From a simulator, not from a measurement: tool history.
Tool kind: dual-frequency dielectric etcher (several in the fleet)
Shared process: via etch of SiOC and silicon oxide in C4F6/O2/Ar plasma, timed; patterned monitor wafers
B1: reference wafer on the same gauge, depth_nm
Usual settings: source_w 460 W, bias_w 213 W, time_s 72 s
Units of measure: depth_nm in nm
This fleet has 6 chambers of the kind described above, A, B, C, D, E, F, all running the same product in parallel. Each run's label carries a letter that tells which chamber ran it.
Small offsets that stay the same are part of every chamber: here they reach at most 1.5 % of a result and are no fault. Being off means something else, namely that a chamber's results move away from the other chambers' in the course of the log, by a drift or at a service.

{"run": "1E", "hour": 2.0, "source_w": 460, "bias_w": 213, "time_s": 72, "B1": 72.936, "depth_nm": 91.331}
{"run": "2F", "hour": 6.1, "source_w": 460, "bias_w": 213, "time_s": 72, "B1": 72.924, "depth_nm": 90.617}
{"run": "3C", "hour": 8.9, "source_w": 460, "bias_w": 213, "time_s": 72, "B1": 72.93, "depth_nm": 91.262}
{"run": "4A", "hour": 12.0, "source_w": 460, "bias_w": 213, "time_s": 72, "B1": 72.949, "depth_nm": 90.561}
{"run": "5B", "hour": 14.5, "source_w": 460, "bias_w": 213, "time_s": 72, "B1": 72.941, "depth_nm": 91.835}
{"run": "6D", "hour": 17.7, "source_w": 460, "bias_w": 213, "time_s": 72, "B1": 72.968, "depth_nm": 91.333}
{"run": "7A", "hour": 21.8, "source_w": 460, "bias_w": 213, "time_s": 72, "B1": 73.026, "depth_nm": 90.828}
{"run": "8B", "hour": 23.7, "source_w": 460, "bias_w": 213, "time_s": 72, "B1": 73.016, "depth_nm": 91.848}
{"run": "9F", "hour": 26.7, "source_w": 460, "bias_w": 254, "time_s": 90.5, "B1": 72.98, "depth_nm": 121.11}
{"run": "10C", "hour": 28.8, "source_w": 460, "bias_w": 254, "time_s": 90.5, "B1": 73.018, "depth_nm": 121.29}
{"run": "11E", "hour": 32.4, "source_w": 460, "bias_w": 254, "time_s": 90.5, "B1": 73.013, "depth_nm": 122.25}
{"run": "12D", "hour": 35.3, "source_w": 460, "bias_w": 254, "time_s": 90.5, "B1": 73.049, "depth_nm": 121.81}
{"run": "13B", "hour": 38.2, "source_w": 460, "bias_w": 254, "time_s": 90.5, "B1": 73.027, "depth_nm": 122.6}
{"run": "14F", "hour": 41.2, "source_w": 460, "bias_w": 254, "time_s": 90.5, "B1": 73.03, "depth_nm": 120.92}
{"run": "15E", "hour": 44.1, "source_w": 460, "bias_w": 213, "time_s": 72, "B1": 73.08, "depth_nm": 91.246}
{"run": "16C", "hour": 46.2, "source_w": 460, "bias_w": 213, "time_s": 72, "B1": 73.078, "depth_nm": 91.109}
{"run": "17A", "hour": 49.3, "source_w": 460, "bias_w": 213, "time_s": 72, "B1": 73.072, "depth_nm": 90.914}
{"run": "18D", "hour": 53.3, "source_w": 460, "bias_w": 213, "time_s": 72, "B1": 73.087, "depth_nm": 91.423}
{"run": "19F", "hour": 57.5, "source_w": 460, "bias_w": 213, "time_s": 72, "B1": 73.134, "depth_nm": 91.027}
{"run": "20C", "hour": 60.2, "source_w": 460, "bias_w": 213, "time_s": 72, "B1": 73.137, "depth_nm": 91.192}
{"run": "21B", "hour": 62.8, "source_w": 460, "bias_w": 213, "time_s": 72, "B1": 73.155, "depth_nm": 91.812}
{"run": "22D", "hour": 65.2, "source_w": 460, "bias_w": 213, "time_s": 72, "B1": 73.174, "depth_nm": 91.312}
{"run": "23E", "hour": 67.1, "source_w": 460, "bias_w": 213, "time_s": 72, "B1": 73.149, "depth_nm": 91.504}
{"run": "24A", "hour": 69.2, "source_w": 460, "bias_w": 213, "time_s": 72, "B1": 73.172, "depth_nm": 91.216}
{"run": "25B", "hour": 72.0, "source_w": 460, "bias_w": 213, "time_s": 72, "B1": 73.185, "depth_nm": 92.065}
{"run": "26D", "hour": 74.6, "source_w": 460, "bias_w": 213, "time_s": 72, "B1": 73.167, "depth_nm": 91.369}
{"run": "27E", "hour": 78.7, "source_w": 460, "bias_w": 213, "time_s": 72, "B1": 73.202, "depth_nm": 91.418}
{"run": "28F", "hour": 82.2, "source_w": 460, "bias_w": 213, "time_s": 72, "B1": 73.234, "depth_nm": 91.203}
{"run": "29A", "hour": 84.8, "source_w": 390, "bias_w": 213, "time_s": 61.5, "B1": 73.19, "depth_nm": 73.028}
{"run": "30C", "hour": 86.7, "source_w": 390, "bias_w": 213, "time_s": 61.5, "B1": 73.224, "depth_nm": 73.306}
{"run": "31B", "hour": 88.7, "source_w": 390, "bias_w": 213, "time_s": 61.5, "B1": 73.238, "depth_nm": 73.784}
{"run": "32A", "hour": 91.0, "source_w": 390, "bias_w": 213, "time_s": 61.5, "B1": 73.247, "depth_nm": 73.12}
{"run": "33F", "hour": 93.7, "source_w": 390, "bias_w": 213, "time_s": 61.5, "B1": 73.242, "depth_nm": 73.06}
{"run": "34C", "hour": 96.5, "source_w": 390, "bias_w": 213, "time_s": 61.5, "B1": 73.286, "depth_nm": 73.129}
{"run": "35E", "hour": 100.1, "source_w": 460, "bias_w": 213, "time_s": 72, "B1": 73.265, "depth_nm": 91.833}
{"run": "36D", "hour": 104.2, "source_w": 460, "bias_w": 237, "time_s": 81.5, "B1": 73.296, "depth_nm": 107.35}
{"hour": 105.5, "done": "chamber F: source power generator calibrated"}
{"run": "37F", "hour": 108.3, "source_w": 460, "bias_w": 237, "time_s": 81.5, "B1": 73.308, "depth_nm": 106.86}
{"run": "38A", "hour": 110.5, "source_w": 460, "bias_w": 237, "time_s": 81.5, "B1": 73.298, "depth_nm": 107.05}

All 6 chambers run these settings next. Forecast each chamber's results:
{"run": "39A", "hour": 113.5, "source_w": 400, "bias_w": 213, "time_s": 72, "depth_nm": "?"}
{"run": "39B", "hour": 113.5, "source_w": 400, "bias_w": 213, "time_s": 72, "depth_nm": "?"}
{"run": "39C", "hour": 113.5, "source_w": 400, "bias_w": 213, "time_s": 72, "depth_nm": "?"}
{"run": "39D", "hour": 113.5, "source_w": 400, "bias_w": 213, "time_s": 72, "depth_nm": "?"}
{"run": "39E", "hour": 113.5, "source_w": 400, "bias_w": 213, "time_s": 72, "depth_nm": "?"}
{"run": "39F", "hour": 113.5, "source_w": 400, "bias_w": 213, "time_s": 72, "depth_nm": "?"}

run=39A depth_nm=86.495
run=39B depth_nm=87.409
run=39C depth_nm=86.693
run=39D depth_nm=86.873
run=39E depth_nm=86.899
run=39F depth_nm=86.582

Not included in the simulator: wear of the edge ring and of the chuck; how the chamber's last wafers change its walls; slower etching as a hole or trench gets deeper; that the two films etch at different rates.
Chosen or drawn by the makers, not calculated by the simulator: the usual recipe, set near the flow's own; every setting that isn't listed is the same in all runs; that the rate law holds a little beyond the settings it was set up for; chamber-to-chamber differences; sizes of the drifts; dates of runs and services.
